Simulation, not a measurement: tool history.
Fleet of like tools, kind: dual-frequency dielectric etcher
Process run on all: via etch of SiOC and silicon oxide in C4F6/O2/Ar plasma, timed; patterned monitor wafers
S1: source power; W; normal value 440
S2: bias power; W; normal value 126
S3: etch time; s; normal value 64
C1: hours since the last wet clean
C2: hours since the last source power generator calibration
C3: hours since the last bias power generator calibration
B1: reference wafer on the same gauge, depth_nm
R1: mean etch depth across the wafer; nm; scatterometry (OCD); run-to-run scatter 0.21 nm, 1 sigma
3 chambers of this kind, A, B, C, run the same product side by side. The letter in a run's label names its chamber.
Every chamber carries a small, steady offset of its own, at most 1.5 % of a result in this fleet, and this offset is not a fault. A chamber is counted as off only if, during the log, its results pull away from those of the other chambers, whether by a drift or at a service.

run	hour	S1	S2	S3	C1	C2	C3	B1	R1
# hour 0.5: chamber A: source power generator calibrated
1C	2.8	440	126	64	221.1	243.7	2560.7	78.977	66.034
2B	7.3	440	126	64	332.8	2337.8	2073.5	79.032	66.556
3A	10.8	440	126	64	451.3	10.4	1929.1	78.969	67.637
4A	13.9	440	126	64	454.4	13.5	1932.2	79.023	67.311
5C	18.3	440	126	64	236.6	259.2	2576.2	79.011	66.248
6B	24.6	440	126	64	350.1	2355.1	2090.8	78.956	67.204
7A	28.2	440	126	64	468.7	27.8	1946.5	79.045	67.722
8B	32.8	440	126	64	358.3	2363.3	2099.0	78.987	67.236
# hour 33.6: chamber A: wet clean of the chamber
9C	37.1	440	126	64	255.4	278.0	2595.0	78.998	65.843
10A	41.8	440	126	64	8.3	41.4	1960.1	78.973	67.722
11B	47.0	440	156	64	372.5	2377.5	2113.2	79.048	71.819
12C	52.4	440	156	64	270.7	293.3	2610.3	78.943	70.547
13C	57.6	440	156	64	275.9	298.5	2615.5	79.040	70.550
14B	60.9	350	126	64	386.4	2391.4	2127.1	79.008	61.572
15A	64.0	350	126	64	30.5	63.6	1982.3	78.954	61.792
16C	69.2	350	126	64	287.5	310.1	2627.1	79.033	60.663
17A	74.2	440	126	64	40.7	73.8	1992.5	79.046	67.746
18B	78.6	440	126	64	404.1	2409.1	2144.8	78.996	66.829
19B	84.1	510	126	64	409.6	2414.6	2150.3	78.979	71.361
20A	88.8	510	126	64	55.3	88.4	2007.1	79.045	71.698
21C	95.1	510	126	64	313.4	336.0	2653.0	79.004	71.171
22A	101.4	440	126	64	67.9	101.0	2019.7	79.030	67.463
23C	107.0	440	126	64	325.3	347.9	2664.9	78.958	66.771
24B	113.4	440	126	64	438.9	2443.9	2179.6	79.025	67.259
25B	117.8	440	126	64	443.3	2448.3	2184.0	79.032	67.529
26C	122.7	440	126	64	341.0	363.6	2680.6	79.046	67.636
27A	126.1	440	126	64	92.6	125.7	2044.4	79.019	67.332
# hour 126.6: chamber B: wet clean of the chamber
28A	129.0	440	126	64	95.5	128.6	2047.3	78.991	67.784
29C	134.0	440	126	64	352.3	374.9	2691.9	79.049	67.972
30B	138.3	440	126	64	11.8	2468.8	2204.5	79.049	67.306
31A	141.7	440	126	64	108.2	141.3	2060.0	79.051	67.582
32B	146.4	440	126	64	19.9	2476.9	2212.6	79.043	66.969
33C	151.5	440	106	64	369.8	392.4	2709.4	79.046	65.035
34B	155.1	440	106	64	28.6	2485.6	2221.3	79.068	63.972
35C	159.7	440	106	64	378.0	400.6	2717.6	78.980	65.192
36A	163.4	440	126	64	129.9	163.0	2081.7	78.974	67.605

Which is it: a chamber that has drifted or been left off by a service, a gauge drift common to all chambers, or only each chamber's usual small offset? If a chamber is off, name it and its likeliest cause.

Chamber C drifts away from the others.
Cause: etch rate over this chamber's usual, % = 3.94.

Which of the 4 candidates below, each the usual settings with something changed and its results left as question marks, puts chamber C back in line with what the other chambers give on the usual settings?
A result is in line if it is within this distance of the other chambers' mean on the usual settings: R1 0.750 nm
37C-1	168.0	410	120	64.0					?
37C-2	168.0	440	135	64.0					?
37C-3	168.0	440	127	66.5					?
37C-4	168.0	430	123	64.0					?

Usual-settings mean across the other chambers: R1 67.363 nm
run	R1
37C-1	65.823
37C-2	70.111
37C-3	71.546
37C-4	67.585
Change 37C-4 lands the chamber within the allowed miss of the other chambers.

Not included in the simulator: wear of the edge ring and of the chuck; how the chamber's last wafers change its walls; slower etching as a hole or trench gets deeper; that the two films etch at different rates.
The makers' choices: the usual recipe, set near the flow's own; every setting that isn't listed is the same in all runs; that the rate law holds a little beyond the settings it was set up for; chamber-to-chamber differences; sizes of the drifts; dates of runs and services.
